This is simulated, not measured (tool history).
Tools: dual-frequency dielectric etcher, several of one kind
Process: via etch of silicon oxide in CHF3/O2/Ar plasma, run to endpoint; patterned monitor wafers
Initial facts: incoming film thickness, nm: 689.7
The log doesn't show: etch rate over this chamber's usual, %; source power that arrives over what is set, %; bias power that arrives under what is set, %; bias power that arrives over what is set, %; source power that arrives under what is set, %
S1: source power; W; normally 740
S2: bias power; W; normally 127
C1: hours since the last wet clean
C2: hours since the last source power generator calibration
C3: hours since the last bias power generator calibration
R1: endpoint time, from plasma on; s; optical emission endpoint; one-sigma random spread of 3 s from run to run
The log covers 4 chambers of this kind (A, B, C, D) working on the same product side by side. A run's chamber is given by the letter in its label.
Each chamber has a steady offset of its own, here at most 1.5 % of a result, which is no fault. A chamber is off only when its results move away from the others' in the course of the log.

run 1A day=0.492 | S1=740 S2=127 | C1=421.1 C2=879 C3=1653.8 | R1=356.87
run 2C day=0.858 | S1=740 S2=127 | C1=303.1 C2=3170.8 C3=1550.6 | R1=357.73
run 3B day=1.121 | S1=740 S2=127 | C1=351.8 C2=2879.6 C3=1416.4 | R1=356.86
run 4D day=1.633 | S1=740 S2=127 | C1=148.9 C2=1822 C3=428.7 | R1=363.59
run 5C day=2.038 | S1=740 S2=127 | C1=331.4 C2=3199.1 C3=1578.9 | R1=357.01
run 6B day=2.5 | S1=740 S2=127 | C1=384.9 C2=2912.7 C3=1449.5 | R1=359.56
-- day=2.508 chamber B: wet clean of the chamber
run 7D day=2.883 | S1=740 S2=127 | C1=178.9 C2=1852 C3=458.7 | R1=359.54
run 8A day=3.196 | S1=590 S2=127 | C1=486 C2=943.9 C3=1718.7 | R1=391.18
run 9A day=3.458 | S1=590 S2=127 | C1=492.3 C2=950.2 C3=1725 | R1=387.72
run 10D day=3.983 | S1=590 S2=127 | C1=205.3 C2=1878.4 C3=485.1 | R1=396.21
run 11C day=4.529 | S1=590 S2=127 | C1=391.2 C2=3258.9 C3=1638.7 | R1=388.37
run 12B day=4.846 | S1=740 S2=127 | C1=56.1 C2=2969 C3=1505.8 | R1=361.56
-- day=5.1 chamber A: wet clean of the chamber
run 13B day=5.175 | S1=860 S2=143 | C1=64 C2=2976.9 C3=1513.7 | R1=322.88
run 14C day=5.5 | S1=860 S2=143 | C1=414.5 C2=3282.2 C3=1662 | R1=320.52
run 15D day=5.912 | S1=860 S2=143 | C1=251.6 C2=1924.7 C3=531.4 | R1=334.93
run 16A day=6.412 | S1=860 S2=143 | C1=31.6 C2=1021.1 C3=1795.9 | R1=327.86
run 17C day=6.942 | S1=740 S2=127 | C1=449.1 C2=3316.8 C3=1696.6 | R1=355.7
run 18A day=7.371 | S1=740 S2=127 | C1=54.6 C2=1044.1 C3=1818.9 | R1=358.62
run 19B day=7.896 | S1=740 S2=127 | C1=129.3 C2=3042.2 C3=1579 | R1=361.26
run 20D day=8.329 | S1=740 S2=127 | C1=309.6 C2=1982.7 C3=589.4 | R1=367.07
run 21A day=8.804 | S1=740 S2=127 | C1=89 C2=1078.5 C3=1853.3 | R1=359.46
run 22C day=9.283 | S1=590 S2=149 | C1=505.3 C2=3373 C3=1752.8 | R1=367.11
run 23B day=9.792 | S1=590 S2=149 | C1=174.8 C2=3087.7 C3=1624.5 | R1=375.58
run 24D day=10.346 | S1=590 S2=149 | C1=358 C2=2031.1 C3=637.8 | R1=371.98
run 25A day=10.621 | S1=590 S2=149 | C1=132.6 C2=1122.1 C3=1896.9 | R1=378.63
-- day=10.808 chamber D: source power generator calibrated
run 26D day=10.908 | S1=890 S2=147 | C1=371.5 C2=2.4 C3=651.3 | R1=322.99
-- day=11.15 chamber C: wet clean of the chamber
run 27B day=11.283 | S1=890 S2=147 | C1=210.6 C2=3123.5 C3=1660.3 | R1=320.04
run 28C day=11.533 | S1=890 S2=147 | C1=9.2 C2=3427 C3=1806.8 | R1=318.14
run 29A day=11.867 | S1=890 S2=147 | C1=162.5 C2=1152 C3=1926.8 | R1=318.89
run 30B day=12.338 | S1=740 S2=127 | C1=235.9 C2=3148.8 C3=1685.6 | R1=367.27
run 31C day=12.758 | S1=740 S2=127 | C1=38.6 C2=3456.4 C3=1836.2 | R1=353.5

For the next run the whole fleet of 4 chambers uses the same settings. Give each chamber's results:
run 32A day=13.175 | S1=740 S2=101 | R1=?
run 32B day=13.175 | S1=740 S2=101 | R1=?
run 32C day=13.175 | S1=740 S2=101 | R1=?
run 32D day=13.175 | S1=740 S2=101 | R1=?

run=32A R1=384.67
run=32B R1=383.72
run=32C R1=382.53
run=32D R1=387.73
